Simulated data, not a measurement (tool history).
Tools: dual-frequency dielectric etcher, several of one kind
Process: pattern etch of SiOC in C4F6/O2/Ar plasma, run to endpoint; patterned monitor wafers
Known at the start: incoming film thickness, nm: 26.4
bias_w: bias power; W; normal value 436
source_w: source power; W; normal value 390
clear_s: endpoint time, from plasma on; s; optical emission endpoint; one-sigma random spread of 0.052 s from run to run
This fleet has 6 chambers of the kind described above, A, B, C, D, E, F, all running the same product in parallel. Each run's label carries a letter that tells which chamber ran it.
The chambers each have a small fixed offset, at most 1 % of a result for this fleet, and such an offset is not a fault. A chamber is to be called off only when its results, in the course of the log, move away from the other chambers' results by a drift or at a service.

{"run": "1A", "hour": 14.5, "bias_w": 436, "source_w": 390, "clear_s": 9.5507}
{"run": "2E", "hour": 22.9, "bias_w": 436, "source_w": 390, "clear_s": 9.4875}
{"run": "3D", "hour": 33.1, "bias_w": 436, "source_w": 390, "clear_s": 9.4333}
{"run": "4C", "hour": 44.4, "bias_w": 436, "source_w": 390, "clear_s": 9.4431}
{"run": "5F", "hour": 51.2, "bias_w": 436, "source_w": 390, "clear_s": 9.4753}
{"hour": 55.5, "done": "chamber F: wet clean of the chamber"}
{"run": "6B", "hour": 57.8, "bias_w": 436, "source_w": 390, "clear_s": 9.4614}
{"run": "7B", "hour": 67.6, "bias_w": 436, "source_w": 390, "clear_s": 9.2792}
{"run": "8C", "hour": 79.5, "bias_w": 436, "source_w": 390, "clear_s": 9.3845}
{"run": "9F", "hour": 93.0, "bias_w": 436, "source_w": 390, "clear_s": 9.2881}
{"run": "10E", "hour": 106.8, "bias_w": 436, "source_w": 390, "clear_s": 9.5353}
{"run": "11A", "hour": 117.2, "bias_w": 436, "source_w": 390, "clear_s": 9.4198}
{"run": "12D", "hour": 124.6, "bias_w": 436, "source_w": 390, "clear_s": 9.481}
{"run": "13A", "hour": 133.1, "bias_w": 436, "source_w": 390, "clear_s": 9.2826}
{"hour": 136.2, "done": "chamber B: wet clean of the chamber"}
{"run": "14F", "hour": 146.0, "bias_w": 436, "source_w": 390, "clear_s": 9.333}
{"run": "15E", "hour": 160.0, "bias_w": 436, "source_w": 390, "clear_s": 9.4843}
{"run": "16D", "hour": 171.8, "bias_w": 436, "source_w": 390, "clear_s": 9.4812}
{"run": "17B", "hour": 183.6, "bias_w": 436, "source_w": 390, "clear_s": 8.9005}
{"run": "18C", "hour": 195.8, "bias_w": 362, "source_w": 300, "clear_s": 11.092}
{"hour": 196.1, "done": "chamber D: wet clean of the chamber"}
{"run": "19D", "hour": 202.6, "bias_w": 362, "source_w": 300, "clear_s": 11.16}
{"hour": 204.9, "done": "chamber C: wet clean of the chamber"}
{"run": "20F", "hour": 213.1, "bias_w": 362, "source_w": 300, "clear_s": 11.039}
{"run": "21B", "hour": 224.8, "bias_w": 362, "source_w": 300, "clear_s": 10.521}
{"hour": 229.2, "done": "chamber A: wet clean of the chamber"}
{"run": "22E", "hour": 232.7, "bias_w": 362, "source_w": 300, "clear_s": 11.101}
{"run": "23C", "hour": 242.4, "bias_w": 362, "source_w": 300, "clear_s": 11.146}
{"run": "24A", "hour": 252.6, "bias_w": 436, "source_w": 390, "clear_s": 9.4519}
{"run": "25C", "hour": 264.9, "bias_w": 436, "source_w": 390, "clear_s": 9.4443}
{"run": "26F", "hour": 274.0, "bias_w": 436, "source_w": 390, "clear_s": 9.3942}
{"hour": 280.0, "done": "chamber E: wet clean of the chamber"}
{"run": "27D", "hour": 284.1, "bias_w": 472, "source_w": 320, "clear_s": 9.7778}
{"run": "28B", "hour": 291.4, "bias_w": 472, "source_w": 320, "clear_s": 9.2885}
{"run": "29A", "hour": 301.2, "bias_w": 472, "source_w": 320, "clear_s": 9.9166}
{"run": "30E", "hour": 313.4, "bias_w": 472, "source_w": 320, "clear_s": 9.8655}
{"run": "31E", "hour": 320.3, "bias_w": 472, "source_w": 320, "clear_s": 9.8744}
{"run": "32D", "hour": 334.8, "bias_w": 472, "source_w": 320, "clear_s": 9.9188}
{"run": "33A", "hour": 343.3, "bias_w": 436, "source_w": 390, "clear_s": 9.4324}
{"run": "34F", "hour": 353.5, "bias_w": 436, "source_w": 390, "clear_s": 9.3717}
{"run": "35B", "hour": 367.2, "bias_w": 436, "source_w": 390, "clear_s": 8.8954}
{"run": "36C", "hour": 381.7, "bias_w": 436, "source_w": 390, "clear_s": 9.417}
{"run": "37A", "hour": 395.3, "bias_w": 436, "source_w": 390, "clear_s": 9.4474}
{"run": "38C", "hour": 401.8, "bias_w": 370, "source_w": 350, "clear_s": 10.418}
{"run": "39E", "hour": 413.4, "bias_w": 370, "source_w": 350, "clear_s": 10.569}
{"run": "40B", "hour": 424.7, "bias_w": 370, "source_w": 350, "clear_s": 9.9161}
{"run": "41D", "hour": 438.4, "bias_w": 370, "source_w": 350, "clear_s": 10.4}

Predict what each chamber gives when all 6 of them run the settings below next.
{"run": "42A", "hour": 449.0, "bias_w": 436, "source_w": 340, "clear_s": "?"}
{"run": "42B", "hour": 449.0, "bias_w": 436, "source_w": 340, "clear_s": "?"}
{"run": "42C", "hour": 449.0, "bias_w": 436, "source_w": 340, "clear_s": "?"}
{"run": "42D", "hour": 449.0, "bias_w": 436, "source_w": 340, "clear_s": "?"}
{"run": "42E", "hour": 449.0, "bias_w": 436, "source_w": 340, "clear_s": "?"}
{"run": "42F", "hour": 449.0, "bias_w": 436, "source_w": 340, "clear_s": "?"}

run=42A clear_s=9.9052
run=42B clear_s=9.3266
run=42C clear_s=9.8701
run=42D clear_s=9.9914
run=42E clear_s=10.008
run=42F clear_s=9.7969

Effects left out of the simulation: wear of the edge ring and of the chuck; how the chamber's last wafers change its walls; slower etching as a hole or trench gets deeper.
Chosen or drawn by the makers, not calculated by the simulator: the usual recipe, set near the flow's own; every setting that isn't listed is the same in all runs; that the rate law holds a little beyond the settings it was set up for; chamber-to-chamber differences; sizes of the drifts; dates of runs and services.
